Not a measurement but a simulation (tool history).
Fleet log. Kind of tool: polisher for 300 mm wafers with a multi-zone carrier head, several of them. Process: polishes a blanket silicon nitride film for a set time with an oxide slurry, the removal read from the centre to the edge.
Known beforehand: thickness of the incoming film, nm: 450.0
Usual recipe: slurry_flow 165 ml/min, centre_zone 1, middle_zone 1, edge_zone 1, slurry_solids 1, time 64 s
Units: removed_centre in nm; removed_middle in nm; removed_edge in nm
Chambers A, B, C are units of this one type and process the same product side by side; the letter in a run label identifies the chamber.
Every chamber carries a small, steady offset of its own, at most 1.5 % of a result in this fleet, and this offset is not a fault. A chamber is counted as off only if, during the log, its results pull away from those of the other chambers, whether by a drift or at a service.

At hour 1: chamber B: edge zone pressure recalibrated.
Run 1C, hour 9.8: usual settings. Result: removed_centre 44.826 nm, removed_middle 45.489 nm, removed_edge 45.177 nm.
At hour 13.2: chamber A: worn pad replaced by a new one.
Run 2A, hour 21.6: usual settings. Result: removed_centre 45.372 nm, removed_middle 44.593 nm, removed_edge 46.205 nm.
Run 3B, hour 27.3: usual settings. Result: removed_centre 46.149 nm, removed_middle 45.258 nm, removed_edge 44.469 nm.
Run 4B, hour 33.3: usual settings. Result: removed_centre 45.743 nm, removed_middle 45.682 nm, removed_edge 45.24 nm.
At hour 35.5: chamber C: worn pad replaced by a new one.
Run 5A, hour 41.2: usual settings. Result: removed_centre 45.096 nm, removed_middle 45.345 nm, removed_edge 45.4 nm.
At hour 41.5: chamber A: centre zone pressure recalibrated.
Run 6C, hour 52: usual settings. Result: removed_centre 45.161 nm, removed_middle 46.429 nm, removed_edge 45.597 nm.
At hour 54.1: chamber B: worn pad replaced by a new one.
Run 7A, hour 64.2: usual settings. Result: removed_centre 45.51 nm, removed_middle 45.38 nm, removed_edge 46.432 nm.
Run 8C, hour 75: usual settings but edge_zone 0.93. Result: removed_centre 45.677 nm, removed_middle 45.967 nm, removed_edge 44.085 nm.
Run 9B, hour 86.2: usual settings but edge_zone 0.93. Result: removed_centre 46.102 nm, removed_middle 46.638 nm, removed_edge 43.862 nm.
Run 10C, hour 93.1: usual settings but edge_zone 0.93. Result: removed_centre 45.137 nm, removed_middle 45.978 nm, removed_edge 44.214 nm.
Run 11B, hour 102.8: usual settings. Result: removed_centre 46.813 nm, removed_middle 44.809 nm, removed_edge 45.4 nm.
Run 12A, hour 114: usual settings. Result: removed_centre 45.465 nm, removed_middle 45.712 nm, removed_edge 46.282 nm.
Run 13C, hour 124.6: usual settings. Result: removed_centre 45.714 nm, removed_middle 45.257 nm, removed_edge 45.753 nm.
Run 14B, hour 134.5: usual settings. Result: removed_centre 45.84 nm, removed_middle 44.444 nm, removed_edge 44.808 nm.
Run 15A, hour 141.9: usual settings. Result: removed_centre 45.139 nm, removed_middle 45.911 nm, removed_edge 45.692 nm.
At hour 142.3: chamber A: worn pad replaced by a new one.
At hour 142.4: chamber C: worn pad replaced by a new one.
Run 16A, hour 152.8: usual settings. Result: removed_centre 45.097 nm, removed_middle 46.108 nm, removed_edge 45.948 nm.
Run 17C, hour 161.1: usual settings but centre_zone 1.11, slurry_solids 1.2. Result: removed_centre 54.648 nm, removed_middle 48.448 nm, removed_edge 49.874 nm.
Run 18B, hour 166.6: usual settings but centre_zone 1.11, slurry_solids 1.2. Result: removed_centre 56.153 nm, removed_middle 48.766 nm, removed_edge 49.329 nm.
At hour 167.6: chamber A: slurry nozzle cleaned.
At hour 171.6: chamber B: worn pad replaced by a new one.
Run 19A, hour 177.3: usual settings but centre_zone 1.11, slurry_solids 1.2. Result: removed_centre 54.945 nm, removed_middle 48.643 nm, removed_edge 49.311 nm.
Run 20B, hour 185: usual settings. Result: removed_centre 46.452 nm, removed_middle 45.022 nm, removed_edge 44.879 nm.
Run 21C, hour 191.7: usual settings. Result: removed_centre 45.551 nm, removed_middle 45.858 nm, removed_edge 45.911 nm.
Run 22B, hour 200: usual settings. Result: removed_centre 46.097 nm, removed_middle 45.407 nm, removed_edge 45.366 nm.
Run 23A, hour 208.5: usual settings. Result: removed_centre 45.41 nm, removed_middle 46.344 nm, removed_edge 45.896 nm.
Run 24C, hour 220.7: usual settings. Result: removed_centre 44.858 nm, removed_middle 45.361 nm, removed_edge 46.053 nm.
Run 25A, hour 228.7: usual settings but centre_zone 0.94, time 85 s. Result: removed_centre 56.431 nm, removed_middle 60.426 nm, removed_edge 61.109 nm.
Run 26C, hour 237.4: usual settings but centre_zone 0.94, time 85 s. Result: removed_centre 56.212 nm, removed_middle 61.831 nm, removed_edge 60.88 nm.
Run 27B, hour 243.4: usual settings but centre_zone 0.94, time 85 s. Result: removed_centre 57.125 nm, removed_middle 59.483 nm, removed_edge 58.98 nm.
Run 28B, hour 251.5: usual settings. Result: removed_centre 46.077 nm, removed_middle 45.925 nm, removed_edge 44.54 nm.
At hour 253.6: chamber A: worn pad replaced by a new one.
At hour 259.7: chamber C: worn pad replaced by a new one.
Run 29A, hour 263.6: usual settings but middle_zone 1.04, edge_zone 0.96. Result: removed_centre 45.1 nm, removed_middle 46.576 nm, removed_edge 44.476 nm.
Run 30C, hour 274.1: usual settings but middle_zone 1.04, edge_zone 0.96. Result: removed_centre 45.475 nm, removed_middle 46.287 nm, removed_edge 44.824 nm.
Run 31A, hour 281.1: usual settings but middle_zone 1.04, edge_zone 0.96. Result: removed_centre 45.784 nm, removed_middle 47.252 nm, removed_edge 45.309 nm.
At hour 282.7: chamber C: slurry nozzle cleaned.
At hour 285.7: chamber B: worn pad replaced by a new one.
Run 32C, hour 292.8: usual settings but slurry_flow 130 ml/min. Result: removed_centre 42.825 nm, removed_middle 45.203 nm, removed_edge 44.572 nm.
Run 33B, hour 300.4: usual settings but slurry_flow 130 ml/min. Result: removed_centre 43.587 nm, removed_middle 43.383 nm, removed_edge 44.22 nm.
Run 34B, hour 307.2: usual settings but slurry_flow 130 ml/min. Result: removed_centre 43.407 nm, removed_middle 44.137 nm, removed_edge 43.5 nm.

All chambers now run identical settings, listed one chamber a line with results as question marks. What results will each chamber show?
Run 35A, hour 315.9: usual settings. Result: removed_centre ?, removed_middle ?, removed_edge ?.
Run 35B, hour 315.9: usual settings. Result: removed_centre ?, removed_middle ?, removed_edge ?.
Run 35C, hour 315.9: usual settings. Result: removed_centre ?, removed_middle ?, removed_edge ?.

run  removed_centre  removed_middle  removed_edge
35A           45.26          45.986        46.117
35B          45.899          45.499        44.739
35C          45.394          45.094         45.49
